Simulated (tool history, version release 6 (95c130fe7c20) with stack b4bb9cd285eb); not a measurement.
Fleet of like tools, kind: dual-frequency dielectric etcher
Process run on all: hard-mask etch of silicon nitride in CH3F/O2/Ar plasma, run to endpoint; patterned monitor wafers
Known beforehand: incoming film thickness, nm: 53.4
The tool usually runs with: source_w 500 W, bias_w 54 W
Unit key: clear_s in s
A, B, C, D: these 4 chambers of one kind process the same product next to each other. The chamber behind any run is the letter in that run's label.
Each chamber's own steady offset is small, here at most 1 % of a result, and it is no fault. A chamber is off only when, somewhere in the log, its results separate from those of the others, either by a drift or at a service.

run   hour  source_w  bias_w  hours since the last wet clean  hours since the last source power generator calibration  hours since the last bias power generator calibration  clear_s
 1D    8.1       500      54                           205.7                                                    610.1                                                 1900.6   77.959
 2C   18.4       500      54                           392.0                                                    245.2                                                 3141.8   77.597
 3B   28.2       500      54                           194.0                                                   1528.4                                                  994.6   78.432
 4A   32.9       500      54                           363.2                                                    332.4                                                 2751.8   77.773
 5D   39.1       500      54                           236.7                                                    641.1                                                 1931.6   78.339
      41.4  -- chamber A: wet clean of the chamber
 6C   44.3       500      54                           417.9                                                    271.1                                                 3167.7   77.892
 7A   49.5       500      54                             8.2                                                    349.0                                                 2768.4   77.650
 8B   55.6       500      54                           221.4                                                   1555.8                                                 1022.0   78.684
 9C   61.7       500      54                           435.3                                                    288.5                                                 3185.1   77.411
      65.1  -- chamber C: wet clean of the chamber
10A   72.4       500      54                            31.1                                                    371.9                                                 2791.3   77.779
11B   79.2       500      54                           245.0                                                   1579.4                                                 1045.6   78.535
12D   86.9       390      44                           284.5                                                    688.9                                                 1979.4   91.548
13B   95.7       390      44                           261.5                                                   1595.9                                                 1062.1   92.928
14C  101.1       390      44                            36.1                                                    327.9                                                 3224.5   94.749
15A  109.6       390      44                            68.3                                                    409.1                                                 2828.5   91.401
16D  120.1       500      54                           317.7                                                    722.1                                                 2012.6   78.187
17D  129.1       550      54                           326.7                                                    731.1                                                 2021.6   74.511
18C  136.2       550      54                            71.2                                                    363.0                                                 3259.6   77.874
19A  143.3       550      54                           102.0                                                    442.8                                                 2862.2   74.846
20B  151.1       550      54                           316.9                                                   1651.3                                                 1117.5   76.004
21B  157.8       500      54                           323.6                                                   1658.0                                                 1124.2   78.940
22A  168.1       500      54                           126.8                                                    467.6                                                 2887.0   78.041
23D  177.7       500      54                           375.3                                                    779.7                                                 2070.2   78.695
24C  185.6       500      54                           120.6                                                    412.4                                                 3309.0   80.306

Next, all 4 chambers run the settings below, one line each with question marks for the results. What does each chamber give?
25A  193.4       500      54                                                                                                                                                        ?
25B  193.4       500      54                                                                                                                                                        ?
25C  193.4       500      54                                                                                                                                                        ?
25D  193.4       500      54                                                                                                                                                        ?

run  clear_s
25A   77.709
25B   78.554
25C   80.356
25D   77.748
